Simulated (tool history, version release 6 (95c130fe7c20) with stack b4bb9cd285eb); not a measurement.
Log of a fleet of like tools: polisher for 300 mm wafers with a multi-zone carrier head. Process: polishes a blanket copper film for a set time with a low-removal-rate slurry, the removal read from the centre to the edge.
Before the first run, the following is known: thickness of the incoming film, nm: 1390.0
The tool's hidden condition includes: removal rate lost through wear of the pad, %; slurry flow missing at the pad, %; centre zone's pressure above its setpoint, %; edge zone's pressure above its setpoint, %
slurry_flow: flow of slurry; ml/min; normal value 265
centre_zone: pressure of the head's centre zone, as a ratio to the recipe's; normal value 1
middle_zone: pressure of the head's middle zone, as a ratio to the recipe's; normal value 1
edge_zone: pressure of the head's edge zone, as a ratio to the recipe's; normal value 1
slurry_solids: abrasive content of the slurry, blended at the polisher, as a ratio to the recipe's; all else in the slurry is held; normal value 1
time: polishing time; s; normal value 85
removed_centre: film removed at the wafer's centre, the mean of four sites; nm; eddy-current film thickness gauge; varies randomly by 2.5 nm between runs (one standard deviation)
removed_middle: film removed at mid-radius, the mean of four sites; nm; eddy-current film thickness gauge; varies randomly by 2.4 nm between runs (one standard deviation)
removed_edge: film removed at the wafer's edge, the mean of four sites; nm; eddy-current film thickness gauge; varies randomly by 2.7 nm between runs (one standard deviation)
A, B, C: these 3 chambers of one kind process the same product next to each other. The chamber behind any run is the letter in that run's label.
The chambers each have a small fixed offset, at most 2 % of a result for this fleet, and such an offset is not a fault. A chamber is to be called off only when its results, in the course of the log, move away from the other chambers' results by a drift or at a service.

| run | hour | slurry_flow | centre_zone | middle_zone | edge_zone | slurry_solids | time | wafers polished on this pad | hours since the slurry nozzle was cleaned | hours since the centre zone pressure was calibrated | hours since the edge zone pressure was calibrated | removed_centre | removed_middle | removed_edge |
|---|---|---|---|---|---|---|---|---|---|---|---|---|---|---|
| 1C | 13.3 | 265 | 1 | 1 | 1 | 1 | 85 | 308 | 194.5 | 370.6 | 1156 | 223.27 | 226.13 | 224.52 |
|  | 20.2 | chamber B: centre zone pressure recalibrated |
| 2B | 26.1 | 265 | 1 | 1 | 1 | 1 | 85 | 319 | 477.4 | 5.9 | 242.6 | 221.39 | 225.01 | 224.94 |
| 3A | 39.4 | 265 | 1 | 1 | 1 | 1 | 85 | 834 | 534.4 | 362 | 283.5 | 224.47 | 230.33 | 229.22 |
| 4A | 51.1 | 265 | 1 | 1 | 1 | 1 | 85 | 929 | 546.1 | 373.7 | 295.2 | 225.34 | 232.84 | 227.87 |
| 5B | 67.2 | 265 | 1 | 1 | 1 | 1 | 85 | 653 | 518.5 | 47 | 283.7 | 221.77 | 224.69 | 223.27 |
| 6C | 78.1 | 265 | 1 | 1 | 1 | 1 | 85 | 836 | 259.3 | 435.4 | 1220.8 | 219.28 | 227.4 | 232.43 |
| 7C | 85.8 | 265 | 1 | 1 | 1 | 1 | 85 | 898 | 267 | 443.1 | 1228.5 | 224.97 | 230.21 | 225.46 |
|  | 86.8 | chamber C: worn pad replaced by a new one |
| 8B | 94.8 | 265 | 1 | 1 | 1 | 1 | 85 | 878 | 546.1 | 74.6 | 311.3 | 226.33 | 226.84 | 225.96 |
|  | 105.5 | chamber A: worn pad replaced by a new one |
| 9A | 108.9 | 265 | 1 | 1 | 1 | 1 | 85 | 28 | 603.9 | 431.5 | 353 | 226.54 | 228.8 | 227.25 |
|  | 116.5 | chamber B: worn pad replaced by a new one |
| 10A | 125.1 | 310 | 0.93 | 1 | 1 | 1 | 85 | 160 | 620.1 | 447.7 | 369.2 | 212.82 | 234.01 | 230.05 |
| 11B | 132.6 | 310 | 0.93 | 1 | 1 | 1 | 85 | 131 | 583.9 | 112.4 | 349.1 | 208.56 | 228.94 | 226.13 |
|  | 145.9 | chamber B: slurry nozzle cleaned |
| 12C | 148.5 | 310 | 0.93 | 1 | 1 | 1 | 85 | 502 | 329.7 | 505.8 | 1291.2 | 208.27 | 231.07 | 230.67 |
| 13C | 158.9 | 265 | 1 | 1 | 1 | 1 | 85 | 587 | 340.1 | 516.2 | 1301.6 | 225.22 | 220.89 | 228.67 |
| 14A | 166.8 | 265 | 1 | 1 | 1 | 1 | 85 | 499 | 661.8 | 489.4 | 410.9 | 223.18 | 225 | 229.81 |
| 15B | 180.5 | 265 | 1 | 1 | 1 | 1 | 85 | 521 | 34.6 | 160.3 | 397 | 230.6 | 226.87 | 224.43 |
| 16C | 191.2 | 265 | 1 | 1 | 1 | 1 | 85 | 850 | 372.4 | 548.5 | 1333.9 | 221.16 | 226.32 | 230.06 |
| 17A | 205.6 | 265 | 1 | 1 | 1 | 1 | 85 | 815 | 700.6 | 528.2 | 449.7 | 222.62 | 225.31 | 224.18 |
|  | 206.1 | chamber C: worn pad replaced by a new one |
| 18B | 218.6 | 265 | 1 | 1 | 1 | 1 | 85 | 831 | 72.7 | 198.4 | 435.1 | 223.77 | 231.17 | 227.8 |
|  | 226.6 | chamber C: edge zone pressure recalibrated |
|  | 228.4 | chamber A: slurry nozzle cleaned |
| 19B | 233.2 | 265 | 1 | 1 | 1 | 1 | 85 | 950 | 87.3 | 213 | 449.7 | 225.54 | 227.66 | 223.92 |
|  | 243.7 | chamber A: worn pad replaced by a new one |
| 20C | 245.9 | 265 | 1 | 1 | 1 | 1 | 85 | 324 | 427.1 | 603.2 | 19.4 | 225.19 | 229.52 | 229.01 |
| 21A | 258 | 310 | 1 | 1 | 1 | 1 | 109 | 117 | 29.7 | 580.6 | 502.1 | 298.08 | 304.13 | 296.04 |
| 22A | 266.8 | 310 | 1 | 1 | 1 | 1 | 109 | 188 | 38.5 | 589.4 | 510.9 | 293.99 | 292.1 | 298.38 |
|  | 269.4 | chamber B: worn pad replaced by a new one |
| 23B | 282.1 | 310 | 1 | 1 | 1 | 1 | 109 | 103 | 136.2 | 261.9 | 498.6 | 298.04 | 294.9 | 290.91 |
|  | 286.1 | chamber B: edge zone pressure recalibrated |
| 24C | 298 | 265 | 1 | 1.06 | 1 | 1 | 85 | 748 | 479.2 | 655.3 | 71.5 | 224.49 | 236.94 | 226.43 |
| 25A | 313.4 | 265 | 1 | 1.06 | 1 | 1 | 85 | 568 | 85.1 | 636 | 557.5 | 226.42 | 246.06 | 230.93 |
| 26C | 328.4 | 265 | 1 | 1.06 | 1 | 1 | 85 | 996 | 509.6 | 685.7 | 101.9 | 223.61 | 239.15 | 226.92 |
| 27B | 335.4 | 265 | 0.89 | 1 | 1 | 1 | 85 | 538 | 189.5 | 315.2 | 49.4 | 195.32 | 224.12 | 228.84 |
| 28B | 348.4 | 265 | 0.89 | 1 | 1 | 1 | 85 | 643 | 202.5 | 328.2 | 62.4 | 195.72 | 226.2 | 227.48 |
|  | 349.6 | chamber C: worn pad replaced by a new one |
| 29C | 358.1 | 265 | 0.89 | 1 | 1 | 1 | 85 | 69 | 539.3 | 715.4 | 131.6 | 194.97 | 226.97 | 222.16 |
| 30A | 373.6 | 265 | 1 | 1 | 1 | 1 | 85 | 1058 | 145.3 | 696.2 | 617.7 | 223.66 | 228.42 | 227.31 |
| 31B | 385.4 | 265 | 1 | 1 | 1 | 1 | 85 | 945 | 239.5 | 365.2 | 99.4 | 225.98 | 225.98 | 222.77 |
|  | 392.1 | chamber B: centre zone pressure recalibrated |
| 32A | 401.5 | 265 | 1 | 1 | 1 | 1 | 85 | 1285 | 173.2 | 724.1 | 645.6 | 224.67 | 227.58 | 230.91 |
|  | 406.2 | chamber B: worn pad replaced by a new one |
|  | 407.9 | chamber A: worn pad replaced by a new one |
| 33C | 413.1 | 265 | 1 | 1 | 1 | 1 | 85 | 517 | 594.3 | 770.4 | 186.6 | 223 | 228.84 | 229 |
| 34A | 428.5 | 265 | 1 | 1 | 1 | 1 | 85 | 168 | 200.2 | 751.1 | 672.6 | 226 | 230.68 | 227.11 |
| 35B | 438.9 | 265 | 1 | 1 | 1 | 1 | 85 | 266 | 293 | 46.8 | 152.9 | 226.4 | 218.36 | 220.74 |
| 36C | 452.5 | 265 | 1 | 1 | 1 | 1 | 85 | 838 | 633.7 | 809.8 | 226 | 224.49 | 224.29 | 225.56 |
| 37B | 464.3 | 265 | 1 | 1 | 1 | 1 | 85 | 473 | 318.4 | 72.2 | 178.3 | 225.93 | 221.94 | 223.4 |
| 38A | 479.7 | 265 | 1 | 1 | 1 | 1 | 85 | 585 | 251.4 | 802.3 | 723.8 | 227.61 | 228.32 | 230.57 |
| 39C | 488.2 | 265 | 1 | 1 | 1 | 1 | 85 | 1129 | 669.4 | 845.5 | 261.7 | 225.59 | 220.65 | 224.58 |
|  | 492.7 | chamber C: worn pad replaced by a new one |
| 40B | 499.6 | 265 | 1 | 1 | 1 | 1 | 85 | 760 | 353.7 | 107.5 | 213.6 | 223.98 | 226.19 | 225.72 |
| 41A | 514 | 265 | 1 | 1 | 1 | 1 | 85 | 864 | 285.7 | 836.6 | 758.1 | 226.2 | 229.79 | 223.06 |
| 42C | 524.1 | 265 | 1 | 1 | 1 | 1 | 85 | 255 | 705.3 | 881.4 | 297.6 | 221.51 | 225.48 | 227.23 |
|  | 528.2 | chamber B: worn pad replaced by a new one |
| 43C | 539.2 | 265 | 1 | 1 | 1 | 1 | 85 | 378 | 720.4 | 896.5 | 312.7 | 218.65 | 227.66 | 231.03 |
| 44B | 550.2 | 265 | 1 | 1 | 1 | 1 | 85 | 179 | 404.3 | 158.1 | 264.2 | 224.72 | 222.86 | 220.04 |

Predict what each chamber gives when all 3 of them run the settings below next.
| 45A | 561.8 | 180 | 1 | 1 | 1 | 1 | 85 |  |  |  |  | ? | ? | ? |
| 45B | 561.8 | 180 | 1 | 1 | 1 | 1 | 85 |  |  |  |  | ? | ? | ? |
| 45C | 561.8 | 180 | 1 | 1 | 1 | 1 | 85 |  |  |  |  | ? | ? | ? |

| run | removed_centre | removed_middle | removed_edge |
|---|---|---|---|
| 45A | 210.88 | 219.28 | 219.38 |
| 45B | 211.78 | 212.8 | 214.74 |
| 45C | 210.16 | 216.51 | 215.55 |
